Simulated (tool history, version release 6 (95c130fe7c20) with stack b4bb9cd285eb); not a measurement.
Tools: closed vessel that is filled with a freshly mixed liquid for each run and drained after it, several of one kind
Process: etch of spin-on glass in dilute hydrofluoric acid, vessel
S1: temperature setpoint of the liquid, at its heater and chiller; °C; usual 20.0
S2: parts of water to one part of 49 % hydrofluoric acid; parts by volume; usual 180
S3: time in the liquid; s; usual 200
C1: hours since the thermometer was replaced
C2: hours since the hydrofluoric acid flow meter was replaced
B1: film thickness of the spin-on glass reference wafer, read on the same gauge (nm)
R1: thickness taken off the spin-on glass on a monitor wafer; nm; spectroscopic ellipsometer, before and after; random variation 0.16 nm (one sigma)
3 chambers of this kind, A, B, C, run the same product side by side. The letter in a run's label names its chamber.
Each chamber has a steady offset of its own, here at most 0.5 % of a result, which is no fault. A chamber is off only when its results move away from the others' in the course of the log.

run 1B hour=8.1 | S1=20.0 S2=180 S3=200 | C1=629.3 C2=12.6 | B1=40.039 | R1=19.664
run 2A hour=17.7 | S1=20.0 S2=180 S3=200 | C1=1053.9 C2=1320.5 | B1=40.018 | R1=19.408
run 3C hour=27.0 | S1=20.0 S2=180 S3=200 | C1=248.5 C2=1060.9 | B1=39.975 | R1=19.876
run 4A hour=40.4 | S1=20.0 S2=180 S3=200 | C1=1076.6 C2=1343.2 | B1=40.004 | R1=19.760
run 5C hour=50.3 | S1=20.0 S2=180 S3=200 | C1=271.8 C2=1084.2 | B1=40.011 | R1=19.777
run 6B hour=61.7 | S1=20.0 S2=180 S3=200 | C1=682.9 C2=66.2 | B1=39.998 | R1=19.409
run 7A hour=72.5 | S1=20.0 S2=180 S3=200 | C1=1108.7 C2=1375.3 | B1=40.006 | R1=19.809
run 8C hour=85.6 | S1=20.0 S2=180 S3=200 | C1=307.1 C2=1119.5 | B1=40.002 | R1=19.937
run 9B hour=97.6 | S1=23.0 S2=140 S3=200 | C1=718.8 C2=102.1 | B1=39.980 | R1=30.012
run 10B hour=108.1 | S1=23.0 S2=140 S3=200 | C1=729.3 C2=112.6 | B1=39.980 | R1=30.448
run 11A hour=122.4 | S1=23.0 S2=140 S3=200 | C1=1158.6 C2=1425.2 | B1=40.019 | R1=29.595
run 12C hour=130.5 | S1=20.0 S2=180 S3=200 | C1=352.0 C2=1164.4 | B1=39.986 | R1=19.710
run 13C hour=144.9 | S1=20.0 S2=180 S3=200 | C1=366.4 C2=1178.8 | B1=40.011 | R1=19.795
run 14A hour=151.9 | S1=20.0 S2=180 S3=200 | C1=1188.1 C2=1454.7 | B1=39.982 | R1=19.597
run 15B hour=160.0 | S1=22.5 S2=230 S3=200 | C1=781.2 C2=164.5 | B1=40.022 | R1=16.313
-- hour=166.9 chamber C: hydrofluoric acid flow meter replaced
run 16A hour=172.6 | S1=22.5 S2=230 S3=200 | C1=1208.8 C2=1475.4 | B1=40.026 | R1=16.556
run 17C hour=186.9 | S1=22.5 S2=230 S3=200 | C1=408.4 C2=20.1 | B1=39.987 | R1=16.046
run 18B hour=196.8 | S1=20.0 S2=180 S3=200 | C1=818.0 C2=201.3 | B1=39.948 | R1=19.855
run 19B hour=204.2 | S1=20.0 S2=180 S3=200 | C1=825.4 C2=208.7 | B1=39.944 | R1=19.808
run 20A hour=213.4 | S1=20.0 S2=180 S3=200 | C1=1249.6 C2=1516.2 | B1=39.976 | R1=20.342
run 21C hour=221.3 | S1=20.0 S2=180 S3=200 | C1=442.8 C2=54.5 | B1=39.969 | R1=20.170
run 22A hour=232.7 | S1=20.0 S2=180 S3=200 | C1=1268.9 C2=1535.5 | B1=40.026 | R1=20.499
run 23B hour=245.4 | S1=20.0 S2=180 S3=200 | C1=866.6 C2=249.9 | B1=40.030 | R1=19.891
run 24C hour=256.6 | S1=20.0 S2=180 S3=200 | C1=478.1 C2=89.8 | B1=40.012 | R1=19.917
run 25A hour=263.4 | S1=20.0 S2=180 S3=200 | C1=1299.6 C2=1566.2 | B1=39.981 | R1=21.023
run 26B hour=270.7 | S1=18.0 S2=180 S3=200 | C1=891.9 C2=275.2 | B1=40.016 | R1=18.169
run 27C hour=285.7 | S1=18.0 S2=180 S3=200 | C1=507.2 C2=118.9 | B1=40.030 | R1=18.321
run 28B hour=298.9 | S1=18.0 S2=180 S3=200 | C1=920.1 C2=303.4 | B1=39.965 | R1=18.446
run 29A hour=314.1 | S1=17.0 S2=180 S3=200 | C1=1350.3 C2=1616.9 | B1=39.942 | R1=18.983
run 30C hour=324.4 | S1=17.0 S2=180 S3=200 | C1=545.9 C2=157.6 | B1=40.004 | R1=17.855
run 31B hour=334.9 | S1=17.0 S2=180 S3=200 | C1=956.1 C2=339.4 | B1=40.001 | R1=17.804
run 32C hour=345.1 | S1=20.0 S2=180 S3=200 | C1=566.6 C2=178.3 | B1=39.977 | R1=19.933
run 33A hour=357.1 | S1=20.0 S2=180 S3=270 | C1=1393.3 C2=1659.9 | B1=40.019 | R1=29.179
-- hour=359.2 chamber B: thermometer replaced
run 34A hour=367.9 | S1=20.0 S2=180 S3=270 | C1=1404.1 C2=1670.7 | B1=40.008 | R1=29.088
run 35B hour=376.9 | S1=20.0 S2=180 S3=270 | C1=17.8 C2=381.4 | B1=39.971 | R1=26.568
run 36C hour=386.9 | S1=20.0 S2=180 S3=200 | C1=608.4 C2=220.1 | B1=40.025 | R1=19.807
run 37A hour=396.0 | S1=20.0 S2=180 S3=200 | C1=1432.2 C2=1698.8 | B1=40.041 | R1=21.564
run 38C hour=406.9 | S1=20.0 S2=180 S3=200 | C1=628.4 C2=240.1 | B1=39.979 | R1=19.773

What goes on in this fleet: one chamber off, a drifting gauge, or nothing beyond the chambers' own small offsets? Name the chamber and the cause, if any.

Chamber A drifts away from the others.
Cause: hydrofluoric acid flow above the setpoint (%) = 9.46.
The log may not tell that from: liquid hotter than its thermometer reads (K).

Here are 4 candidates for chamber A's next run, each the usual settings with a change, their results left as question marks. Which one brings its results back in line with what the others give on the usual settings?
In line means no further than this from the other chambers' mean on the usual settings: R1 0.550 nm
run 39A-1 hour=418.1 | S1=22.5 S2=180 S3=200 | R1=?
run 39A-2 hour=418.1 | S1=20.0 S2=195 S3=180 | R1=?
run 39A-3 hour=418.1 | S1=20.5 S2=180 S3=240 | R1=?
run 39A-4 hour=418.1 | S1=20.0 S2=180 S3=180 | R1=?

The other chambers' mean on the usual settings: R1 19.903 nm
run=39A-1 R1=24.247
run=39A-2 R1=18.017
run=39A-3 R1=26.922
run=39A-4 R1=19.798
39A-4 brings the chamber back in line.
